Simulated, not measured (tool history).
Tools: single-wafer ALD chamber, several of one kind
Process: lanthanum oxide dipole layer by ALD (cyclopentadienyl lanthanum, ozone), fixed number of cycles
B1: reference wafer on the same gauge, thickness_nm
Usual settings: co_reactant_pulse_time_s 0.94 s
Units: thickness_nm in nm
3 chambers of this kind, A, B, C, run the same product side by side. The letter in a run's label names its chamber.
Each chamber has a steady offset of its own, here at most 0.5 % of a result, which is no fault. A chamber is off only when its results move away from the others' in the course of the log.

Run 1C, hour 16.1: usual settings; B1 0.45670. Result: thickness_nm 0.49354 nm.
Run 2B, hour 32.3: usual settings; B1 0.45645. Result: thickness_nm 0.48783 nm.
Run 3A, hour 41.2: usual settings; B1 0.45596. Result: thickness_nm 0.49907 nm.
At hour 44.1: chamber C: ozone generator serviced.
Run 4C, hour 56.6: usual settings; B1 0.45609. Result: thickness_nm 0.48992 nm.
Run 5A, hour 69.4: usual settings; B1 0.45614. Result: thickness_nm 0.48948 nm.
Run 6B, hour 85.3: usual settings; B1 0.45597. Result: thickness_nm 0.49096 nm.
Run 7A, hour 95.0: usual settings; B1 0.45578. Result: thickness_nm 0.49200 nm.
Run 8B, hour 111.3: usual settings; B1 0.45563. Result: thickness_nm 0.48796 nm.
Run 9C, hour 121.9: usual settings; B1 0.45574. Result: thickness_nm 0.49096 nm.
Run 10B, hour 131.2: usual settings; B1 0.45548. Result: thickness_nm 0.48861 nm.
Run 11A, hour 145.1: usual settings; B1 0.45652. Result: thickness_nm 0.49057 nm.
Run 12C, hour 154.6: usual settings; B1 0.45581. Result: thickness_nm 0.48780 nm.
Run 13C, hour 169.7: usual settings; B1 0.45582. Result: thickness_nm 0.48831 nm.
Run 14A, hour 183.9: usual settings but co_reactant_pulse_time_s 1.23 s; B1 0.45637. Result: thickness_nm 0.53068 nm.
Run 15B, hour 198.4: usual settings but co_reactant_pulse_time_s 1.23 s; B1 0.45570. Result: thickness_nm 0.52878 nm.
Run 16C, hour 206.5: usual settings but co_reactant_pulse_time_s 1.23 s; B1 0.45531. Result: thickness_nm 0.52552 nm.
Run 17A, hour 217.1: usual settings; B1 0.45598. Result: thickness_nm 0.49379 nm.
Run 18B, hour 226.1: usual settings; B1 0.45570. Result: thickness_nm 0.49121 nm.
Run 19A, hour 240.3: usual settings; B1 0.45551. Result: thickness_nm 0.49641 nm.
Run 20B, hour 251.4: usual settings but co_reactant_pulse_time_s 1.30 s; B1 0.45677. Result: thickness_nm 0.54354 nm.
Run 21C, hour 268.0: usual settings but co_reactant_pulse_time_s 1.30 s; B1 0.45590. Result: thickness_nm 0.53115 nm.
Run 22A, hour 276.2: usual settings but co_reactant_pulse_time_s 1.30 s; B1 0.45567. Result: thickness_nm 0.53431 nm.
Run 23C, hour 291.6: usual settings; B1 0.45614. Result: thickness_nm 0.48859 nm.
At hour 300.8: chamber A: thermocouple changed; heater temperature recalibrated.
Run 24B, hour 307.2: usual settings; B1 0.45522. Result: thickness_nm 0.48894 nm.
Run 25A, hour 317.2: usual settings; B1 0.45620. Result: thickness_nm 0.49800 nm.
Run 26B, hour 326.4: usual settings; B1 0.45636. Result: thickness_nm 0.48909 nm.
Run 27C, hour 342.2: usual settings; B1 0.45570. Result: thickness_nm 0.48763 nm.
Run 28C, hour 355.2: usual settings; B1 0.45604. Result: thickness_nm 0.49060 nm.

All 3 chambers run these settings next. Forecast each chamber's results:
Run 29A, hour 367.1: usual settings. Result: thickness_nm ?.
Run 29B, hour 367.1: usual settings. Result: thickness_nm ?.
Run 29C, hour 367.1: usual settings. Result: thickness_nm ?.

run  thickness_nm
29A       0.48907
29B       0.48811
29C       0.48892

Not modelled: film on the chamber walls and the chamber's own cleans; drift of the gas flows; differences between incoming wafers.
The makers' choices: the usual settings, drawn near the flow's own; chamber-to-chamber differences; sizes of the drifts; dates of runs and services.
